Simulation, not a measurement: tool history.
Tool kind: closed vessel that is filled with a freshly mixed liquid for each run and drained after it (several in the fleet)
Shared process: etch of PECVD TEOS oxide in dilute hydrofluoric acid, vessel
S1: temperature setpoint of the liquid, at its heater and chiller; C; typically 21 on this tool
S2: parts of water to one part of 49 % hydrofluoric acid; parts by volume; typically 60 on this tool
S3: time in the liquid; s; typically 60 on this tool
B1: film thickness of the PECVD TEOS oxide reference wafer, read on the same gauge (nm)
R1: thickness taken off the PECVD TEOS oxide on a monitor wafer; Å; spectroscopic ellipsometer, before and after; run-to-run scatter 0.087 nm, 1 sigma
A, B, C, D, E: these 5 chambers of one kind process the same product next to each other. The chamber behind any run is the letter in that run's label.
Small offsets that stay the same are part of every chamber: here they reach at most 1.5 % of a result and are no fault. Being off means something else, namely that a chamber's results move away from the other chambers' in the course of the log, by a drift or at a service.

run,hour,S1,S2,S3,B1,R1
1E,6.6,21,60,60,140.00,126.640
2B,17.7,21,60,60,140.00,125.900
3A,31.5,21,60,60,140.00,123.200
# hour 36.1: chamber E: hydrofluoric acid flow meter replaced
4C,45.0,21,60,60,139.99,127.020
5D,54.6,21,60,60,140.00,124.110
6D,62.9,21,60,60,140.00,124.550
7E,72.7,21,60,60,140.00,124.630
8C,86.2,21,60,60,140.01,125.010
9B,100.4,21,60,60,140.01,127.540
10A,109.8,21,60,60,140.01,124.880
11C,118.1,21,60,60,140.02,126.040
12E,128.9,21,40,30,140.00,95.154
13B,142.9,21,40,30,140.03,96.034
14D,153.3,21,40,30,140.01,95.391
15A,164.2,21,40,30,139.99,94.517
16A,176.8,21,40,30,139.99,96.093
17B,190.4,21,85,90,139.99,129.990
18D,203.1,21,85,90,140.02,128.200
19C,211.4,21,85,90,140.01,131.320
20E,226.3,21,85,90,140.02,128.440
21A,240.1,21,85,90,140.01,126.990
22E,251.6,21,60,60,140.01,126.070
23C,260.1,21,45,60,139.98,172.080
24D,269.4,21,45,60,139.99,169.210
25B,280.2,21,45,60,140.02,168.710
26C,290.0,21,45,60,140.01,171.530
27A,303.4,21,45,60,140.00,169.590
28E,312.8,21,60,60,139.98,124.640
29D,320.3,21,60,60,140.01,123.400
30B,330.4,21,60,60,140.00,127.580
31C,338.1,21,60,60,139.98,127.150
32E,348.6,21,60,60,140.01,126.460
33B,362.8,21,60,60,140.00,126.790
34D,376.7,21,60,60,140.00,124.750
35A,388.6,21,60,60,139.98,126.790
36B,402.7,21,60,60,139.97,126.780
37A,413.9,21,60,60,140.01,124.540
38D,428.6,21,60,60,139.99,125.570
39E,435.6,21,60,60,140.01,126.390
40C,450.1,21,60,60,140.00,125.040
41D,457.5,21,60,60,140.00,124.900
42C,470.2,21,60,60,139.99,125.460
43B,482.7,21,60,60,139.99,126.730

The same settings go to every chamber for the next run, one line per chamber below. Forecast the results for each:
44A,493.5,18,60,60,,?
44B,493.5,18,60,60,,?
44C,493.5,18,60,60,,?
44D,493.5,18,60,60,,?
44E,493.5,18,60,60,,?

run,R1
44A,109.060
44B,112.320
44C,110.400
44D,109.980
44E,110.780
